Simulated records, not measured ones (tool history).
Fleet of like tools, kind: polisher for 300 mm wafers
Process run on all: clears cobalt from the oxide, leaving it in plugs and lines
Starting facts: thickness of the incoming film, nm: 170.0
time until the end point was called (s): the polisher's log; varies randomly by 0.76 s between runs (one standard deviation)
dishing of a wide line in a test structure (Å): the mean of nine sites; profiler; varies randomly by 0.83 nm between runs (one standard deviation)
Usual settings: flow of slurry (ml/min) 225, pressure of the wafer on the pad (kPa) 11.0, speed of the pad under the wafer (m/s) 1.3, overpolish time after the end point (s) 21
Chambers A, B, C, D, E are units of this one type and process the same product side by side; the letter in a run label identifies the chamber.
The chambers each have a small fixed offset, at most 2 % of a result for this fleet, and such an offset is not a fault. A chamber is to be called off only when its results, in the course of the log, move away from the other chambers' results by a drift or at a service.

| run | day | flow of slurry (ml/min) | pressure of the wafer on the pad (kPa) | speed of the pad under the wafer (m/s) | overpolish time after the end point (s) | wafers polished on this pad | hours since the slurry nozzle was cleaned | hours since the head pressure was calibrated | time until the end point was called (s) | dishing of a wide line in a test structure (Å) |
|---|---|---|---|---|---|---|---|---|---|---|
| 1A | 0.388 | 225 | 11.0 | 1.3 | 21 | 488 | 235.5 | 35.5 | 39.213 | 430.23 |
| 2D | 0.683 | 225 | 11.0 | 1.3 | 21 | 807 | 390.5 | 1158.6 | 38.791 | 425.78 |
|  | 0.750 | chamber C: slurry nozzle cleaned |
| 3C | 1.008 | 225 | 11.0 | 1.3 | 21 | 512 | 6.3 | 936.4 | 38.180 | 419.79 |
|  | 1.225 | chamber D: slurry nozzle cleaned |
| 4E | 1.258 | 225 | 11.0 | 1.3 | 21 | 313 | 79.3 | 138.7 | 38.701 | 426.25 |
|  | 1.438 | chamber D: worn pad replaced by a new one |
|  | 1.679 | chamber C: worn pad replaced by a new one |
| 5B | 1.679 | 225 | 11.0 | 1.3 | 21 | 521 | 198.0 | 594.8 | 39.553 | 414.33 |
| 6A | 2.162 | 160 | 11.0 | 1.3 | 21 | 815 | 278.1 | 78.1 | 41.004 | 420.38 |
|  | 2.346 | chamber E: worn pad replaced by a new one |
| 7B | 2.658 | 160 | 11.0 | 1.3 | 21 | 701 | 221.5 | 618.3 | 43.490 | 430.63 |
| 8C | 3.025 | 160 | 11.0 | 1.3 | 21 | 248 | 54.7 | 984.8 | 40.347 | 414.34 |
|  | 3.167 | chamber B: slurry nozzle cleaned |
|  | 3.354 | chamber D: head pressure recalibrated |
| 9E | 3.375 | 160 | 11.0 | 1.3 | 21 | 189 | 130.1 | 189.5 | 40.184 | 403.92 |
| 10D | 3.767 | 160 | 11.0 | 1.3 | 21 | 429 | 61.1 | 10.0 | 41.441 | 416.54 |
| 11E | 4.046 | 225 | 11.0 | 1.3 | 21 | 313 | 146.2 | 205.6 | 39.735 | 431.13 |
|  | 4.100 | chamber C: head pressure recalibrated |
| 12A | 4.467 | 225 | 11.0 | 1.3 | 21 | 1240 | 333.4 | 133.4 | 39.277 | 415.30 |
| 13D | 4.942 | 225 | 11.0 | 1.3 | 21 | 646 | 89.3 | 38.2 | 38.943 | 423.13 |
|  | 5.162 | chamber B: worn pad replaced by a new one |
|  | 5.192 | chamber A: worn pad replaced by a new one |
| 14C | 5.208 | 225 | 11.0 | 1.3 | 21 | 650 | 107.1 | 26.6 | 39.972 | 415.39 |
|  | 5.225 | chamber C: worn pad replaced by a new one |
|  | 5.467 | chamber E: worn pad replaced by a new one |
| 15B | 5.588 | 225 | 13.8 | 1.3 | 21 | 78 | 58.2 | 688.6 | 31.881 | 449.98 |
| 16A | 5.917 | 225 | 13.8 | 1.3 | 21 | 134 | 368.2 | 168.2 | 29.984 | 452.35 |
| 17D | 6.250 | 225 | 13.8 | 1.3 | 21 | 887 | 120.7 | 69.6 | 30.531 | 448.83 |
|  | 6.467 | chamber D: worn pad replaced by a new one |
| 18B | 6.629 | 225 | 13.8 | 1.3 | 21 | 270 | 83.2 | 713.6 | 31.429 | 457.32 |
| 19C | 7.038 | 225 | 13.8 | 1.3 | 21 | 334 | 151.0 | 70.5 | 31.228 | 448.64 |
| 20E | 7.512 | 225 | 11.0 | 1.3 | 21 | 377 | 229.4 | 288.8 | 38.653 | 422.88 |
| 21B | 7.883 | 225 | 11.0 | 1.3 | 21 | 501 | 113.3 | 743.7 | 39.533 | 422.76 |
| 22E | 8.108 | 225 | 11.0 | 1.3 | 21 | 486 | 243.7 | 303.1 | 40.219 | 413.55 |
|  | 8.292 | chamber A: slurry nozzle cleaned |
|  | 8.388 | chamber E: worn pad replaced by a new one |
|  | 8.392 | chamber C: worn pad replaced by a new one |
| 23C | 8.546 | 200 | 11.0 | 1.3 | 21 | 29 | 187.2 | 106.7 | 39.716 | 433.21 |
| 24D | 8.821 | 200 | 11.0 | 1.3 | 21 | 434 | 182.4 | 131.3 | 38.970 | 425.68 |
| 25A | 9.296 | 200 | 11.0 | 1.3 | 21 | 756 | 24.1 | 249.3 | 40.405 | 441.58 |
| 26C | 9.675 | 200 | 11.0 | 1.3 | 21 | 237 | 214.3 | 133.8 | 39.728 | 412.43 |
| 27E | 9.967 | 200 | 11.0 | 1.3 | 21 | 291 | 288.3 | 347.7 | 40.226 | 410.26 |
|  | 10.288 | chamber B: worn pad replaced by a new one |
| 28B | 10.325 | 225 | 11.0 | 1.3 | 21 | 7 | 171.9 | 802.3 | 39.561 | 420.48 |
| 29A | 10.725 | 225 | 11.0 | 1.3 | 21 | 1019 | 58.4 | 283.6 | 38.287 | 424.17 |
|  | 10.875 | chamber B: head pressure recalibrated |
| 30D | 11.204 | 225 | 11.0 | 1.3 | 21 | 873 | 239.6 | 188.5 | 38.801 | 423.15 |
| 31D | 11.579 | 225 | 11.0 | 1.3 | 21 | 942 | 248.6 | 197.5 | 37.750 | 425.83 |
| 32B | 11.900 | 225 | 11.0 | 1.3 | 21 | 297 | 209.7 | 24.6 | 41.010 | 430.29 |
|  | 12.083 | chamber E: worn pad replaced by a new one |
|  | 12.217 | chamber C: worn pad replaced by a new one |
| 33A | 12.321 | 225 | 11.0 | 1.3 | 21 | 1313 | 96.7 | 321.9 | 37.507 | 420.06 |
| 34E | 12.558 | 225 | 11.0 | 1.3 | 21 | 88 | 350.5 | 409.9 | 38.481 | 427.44 |
| 35C | 12.950 | 225 | 11.0 | 1.3 | 21 | 135 | 292.9 | 212.4 | 39.608 | 416.17 |
| 36E | 13.267 | 225 | 14.5 | 1.3 | 21 | 218 | 367.5 | 426.9 | 29.913 | 451.34 |
| 37C | 13.538 | 225 | 14.5 | 1.3 | 21 | 243 | 307.0 | 226.5 | 28.770 | 482.13 |
|  | 13.846 | chamber B: slurry nozzle cleaned |
| 38B | 13.971 | 225 | 14.5 | 1.3 | 21 | 678 | 3.0 | 74.3 | 30.226 | 463.32 |

Next, all 5 chambers run the settings below, one line each with question marks for the results. What does each chamber give?
| 39A | 14.329 | 225 | 11.0 | 1.3 | 21 |  |  |  | ? | ? |
| 39B | 14.329 | 225 | 11.0 | 1.3 | 21 |  |  |  | ? | ? |
| 39C | 14.329 | 225 | 11.0 | 1.3 | 21 |  |  |  | ? | ? |
| 39D | 14.329 | 225 | 11.0 | 1.3 | 21 |  |  |  | ? | ? |
| 39E | 14.329 | 225 | 11.0 | 1.3 | 21 |  |  |  | ? | ? |

| run | time until the end point was called (s) | dishing of a wide line in a test structure (Å) |
|---|---|---|
| 39A | 36.879 | 415.00 |
| 39B | 40.622 | 406.07 |
| 39C | 38.419 | 419.51 |
| 39D | 39.801 | 435.46 |
| 39E | 39.354 | 424.72 |
